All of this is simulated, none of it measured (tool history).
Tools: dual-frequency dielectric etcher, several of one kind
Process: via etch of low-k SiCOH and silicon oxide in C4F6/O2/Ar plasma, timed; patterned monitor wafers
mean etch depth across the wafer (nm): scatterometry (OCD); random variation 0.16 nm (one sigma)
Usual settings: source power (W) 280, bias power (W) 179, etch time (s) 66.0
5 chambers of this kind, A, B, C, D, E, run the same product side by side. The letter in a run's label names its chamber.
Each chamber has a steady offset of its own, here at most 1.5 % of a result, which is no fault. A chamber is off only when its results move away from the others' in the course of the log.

run,hour,source power (W),bias power (W),etch time (s),"read-back reference wafer on the same gauge, depth_nm",mean etch depth across the wafer (nm)
1E,6.5,280,179,66.0,166.05,149.21
2C,11.1,280,179,66.0,166.04,150.01
3D,16.5,280,179,66.0,166.06,149.84
4B,23.5,280,179,66.0,166.05,151.42
5A,29.7,280,141,75.5,166.10,159.00
6A,33.8,280,141,75.5,166.20,158.74
7D,37.6,280,141,75.5,166.13,159.30
8E,40.9,280,141,75.5,166.20,158.88
9C,45.0,280,141,75.5,166.20,159.17
10B,49.2,280,179,66.0,166.26,151.74
11C,52.3,280,179,66.0,166.18,150.11
12E,58.3,250,179,79.5,166.27,172.29
13B,64.1,250,179,79.5,166.29,174.73
# hour 65.4: chamber D: wet clean of the chamber
14D,70.3,250,179,79.5,166.32,173.03
15A,73.7,250,179,79.5,166.32,172.86
16C,80.8,250,179,79.5,166.33,173.24
# hour 84.7: chamber C: bias power generator calibrated
17D,87.1,280,148,52.5,166.40,112.14
18E,92.1,280,148,52.5,166.43,112.35
# hour 94.1: chamber E: wet clean of the chamber
19B,96.8,280,148,52.5,166.45,114.18
20A,101.0,280,148,52.5,166.46,112.06
21C,105.9,280,148,52.5,166.48,112.64
22A,111.7,280,179,66.0,166.48,149.76
23E,116.4,280,179,66.0,166.53,149.71
24B,122.2,280,179,66.0,166.54,152.05
25D,125.6,280,179,66.0,166.58,150.32
26B,132.0,280,179,66.0,166.55,152.26
# hour 132.6: chamber A: wet clean of the chamber
27C,136.7,280,179,66.0,166.61,150.46
28E,142.5,280,179,66.0,166.62,150.12
29A,147.5,340,221,66.0,166.70,173.08
30D,153.3,340,221,66.0,166.71,173.56

Next, every chamber runs the same settings. What will each give?
31A,158.3,280,179,66.0,,?
31B,158.3,280,179,66.0,,?
31C,158.3,280,179,66.0,,?
31D,158.3,280,179,66.0,,?
31E,158.3,280,179,66.0,,?

run,mean etch depth across the wafer (nm)
31A,150.09
31B,151.97
31C,150.65
31D,150.43
31E,150.04

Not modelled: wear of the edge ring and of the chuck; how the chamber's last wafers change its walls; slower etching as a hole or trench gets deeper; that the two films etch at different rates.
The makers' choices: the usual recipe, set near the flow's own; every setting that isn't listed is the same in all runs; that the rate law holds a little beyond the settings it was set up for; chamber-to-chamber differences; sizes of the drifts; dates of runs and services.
